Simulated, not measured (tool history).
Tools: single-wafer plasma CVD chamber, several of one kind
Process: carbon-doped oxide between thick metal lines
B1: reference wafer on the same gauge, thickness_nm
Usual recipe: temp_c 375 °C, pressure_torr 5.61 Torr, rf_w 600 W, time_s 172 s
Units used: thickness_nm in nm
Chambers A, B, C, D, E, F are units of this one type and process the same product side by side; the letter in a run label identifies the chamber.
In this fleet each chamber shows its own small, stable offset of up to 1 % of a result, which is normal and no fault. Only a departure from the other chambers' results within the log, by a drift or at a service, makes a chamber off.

Run 1A, day 0.192: usual settings; B1 752.08. Result: thickness_nm 928.92 nm.
Run 2F, day 0.412: usual settings; B1 751.75. Result: thickness_nm 922.82 nm.
Run 3C, day 0.571: usual settings; B1 751.37. Result: thickness_nm 923.13 nm.
Run 4B, day 0.721: usual settings; B1 751.73. Result: thickness_nm 935.36 nm.
Run 5D, day 0.942: usual settings; B1 751.53. Result: thickness_nm 928.13 nm.
Run 6E, day 1.142: usual settings; B1 751.21. Result: thickness_nm 920.56 nm.
Run 7B, day 1.358: usual settings; B1 751.01. Result: thickness_nm 934.97 nm.
Run 8E, day 1.504: usual settings; B1 751.43. Result: thickness_nm 922.96 nm.
Run 9A, day 1.662: usual settings; B1 751.18. Result: thickness_nm 926.82 nm.
At day 1.804: chamber C: capacitance manometer re-zeroed and calibrated.
Run 10F, day 1.821: usual settings; B1 751.07. Result: thickness_nm 919.95 nm.
Run 11D, day 1.958: usual settings; B1 750.92. Result: thickness_nm 926.21 nm.
Run 12C, day 2.167: usual settings; B1 750.58. Result: thickness_nm 923.24 nm.
Run 13D, day 2.308: usual settings; B1 750.74. Result: thickness_nm 924.77 nm.
Run 14A, day 2.529: usual settings; B1 750.67. Result: thickness_nm 927.02 nm.
Run 15B, day 2.721: usual settings; B1 750.64. Result: thickness_nm 933.93 nm.
Run 16C, day 2.871: usual settings but pressure_torr 6.18 Torr, time_s 198 s; B1 750.58. Result: thickness_nm 1076.90 nm.
Run 17E, day 3.025: usual settings but pressure_torr 6.18 Torr, time_s 198 s; B1 750.16. Result: thickness_nm 1071.50 nm.
Run 18F, day 3.246: usual settings but pressure_torr 6.18 Torr, time_s 198 s; B1 750.11. Result: thickness_nm 1069.80 nm.
Run 19E, day 3.446: usual settings but pressure_torr 6.18 Torr, time_s 198 s; B1 750.33. Result: thickness_nm 1073.00 nm.
Run 20B, day 3.642: usual settings but pressure_torr 6.18 Torr, time_s 198 s; B1 749.91. Result: thickness_nm 1085.30 nm.
Run 21C, day 3.771: usual settings but pressure_torr 6.18 Torr, time_s 198 s; B1 749.82. Result: thickness_nm 1075.00 nm.
Run 22A, day 3.883: usual settings; B1 749.86. Result: thickness_nm 927.38 nm.
Run 23F, day 3.992: usual settings but rf_w 530 W, time_s 145 s; B1 749.85. Result: thickness_nm 722.32 nm.
Run 24D, day 4.096: usual settings but rf_w 530 W, time_s 145 s; B1 749.76. Result: thickness_nm 725.32 nm.
Run 25F, day 4.308: usual settings but rf_w 530 W, time_s 145 s; B1 749.52. Result: thickness_nm 721.40 nm.
Run 26D, day 4.471: usual settings but rf_w 530 W, time_s 145 s; B1 749.41. Result: thickness_nm 723.79 nm.
Run 27E, day 4.675: usual settings but rf_w 530 W, time_s 145 s; B1 749.30. Result: thickness_nm 719.17 nm.
Run 28A, day 4.792: usual settings but rf_w 530 W, time_s 145 s; B1 749.19. Result: thickness_nm 725.03 nm.
Run 29B, day 5.025: usual settings but rf_w 695 W, time_s 200 s; B1 749.20. Result: thickness_nm 1181.80 nm.
Run 30C, day 5.208: usual settings but rf_w 695 W, time_s 200 s; B1 749.27. Result: thickness_nm 1166.50 nm.
Run 31F, day 5.333: usual settings but rf_w 695 W, time_s 200 s; B1 749.10. Result: thickness_nm 1163.40 nm.
Run 32E, day 5.500: usual settings but rf_w 695 W, time_s 200 s; B1 748.83. Result: thickness_nm 1163.80 nm.
Run 33A, day 5.650: usual settings but rf_w 695 W, time_s 200 s; B1 749.06. Result: thickness_nm 1170.20 nm.
Run 34D, day 5.829: usual settings but rf_w 695 W, time_s 200 s; B1 748.78. Result: thickness_nm 1166.50 nm.
Run 35B, day 6.038: usual settings; B1 748.79. Result: thickness_nm 930.68 nm.
At day 6.071: chamber A: thermocouple changed; heater temperature recalibrated.
Run 36C, day 6.192: usual settings; B1 748.61. Result: thickness_nm 920.77 nm.
Run 37D, day 6.362: usual settings; B1 748.57. Result: thickness_nm 922.58 nm.
Run 38F, day 6.525: usual settings; B1 748.39. Result: thickness_nm 918.00 nm.
Run 39E, day 6.725: usual settings but rf_w 500 W, time_s 194 s; B1 748.06. Result: thickness_nm 923.54 nm.
Run 40A, day 6.858: usual settings but rf_w 500 W, time_s 194 s; B1 748.11. Result: thickness_nm 935.14 nm.
Run 41C, day 7.042: usual settings but rf_w 500 W, time_s 194 s; B1 748.07. Result: thickness_nm 929.83 nm.
Run 42B, day 7.183: usual settings but rf_w 500 W, time_s 194 s; B1 748.30. Result: thickness_nm 939.46 nm.
Run 43A, day 7.408: usual settings but rf_w 500 W, time_s 194 s; B1 747.78. Result: thickness_nm 934.23 nm.

Next, all 6 chambers run the settings below, one line each with question marks for the results. What does each chamber give?
Run 44A, day 7.575: usual settings. Result: thickness_nm ?.
Run 44B, day 7.575: usual settings. Result: thickness_nm ?.
Run 44C, day 7.575: usual settings. Result: thickness_nm ?.
Run 44D, day 7.575: usual settings. Result: thickness_nm ?.
Run 44E, day 7.575: usual settings. Result: thickness_nm ?.
Run 44F, day 7.575: usual settings. Result: thickness_nm ?.

run  thickness_nm
44A        921.66
44B        930.36
44C        919.20
44D        923.96
44E        918.60
44F        917.98
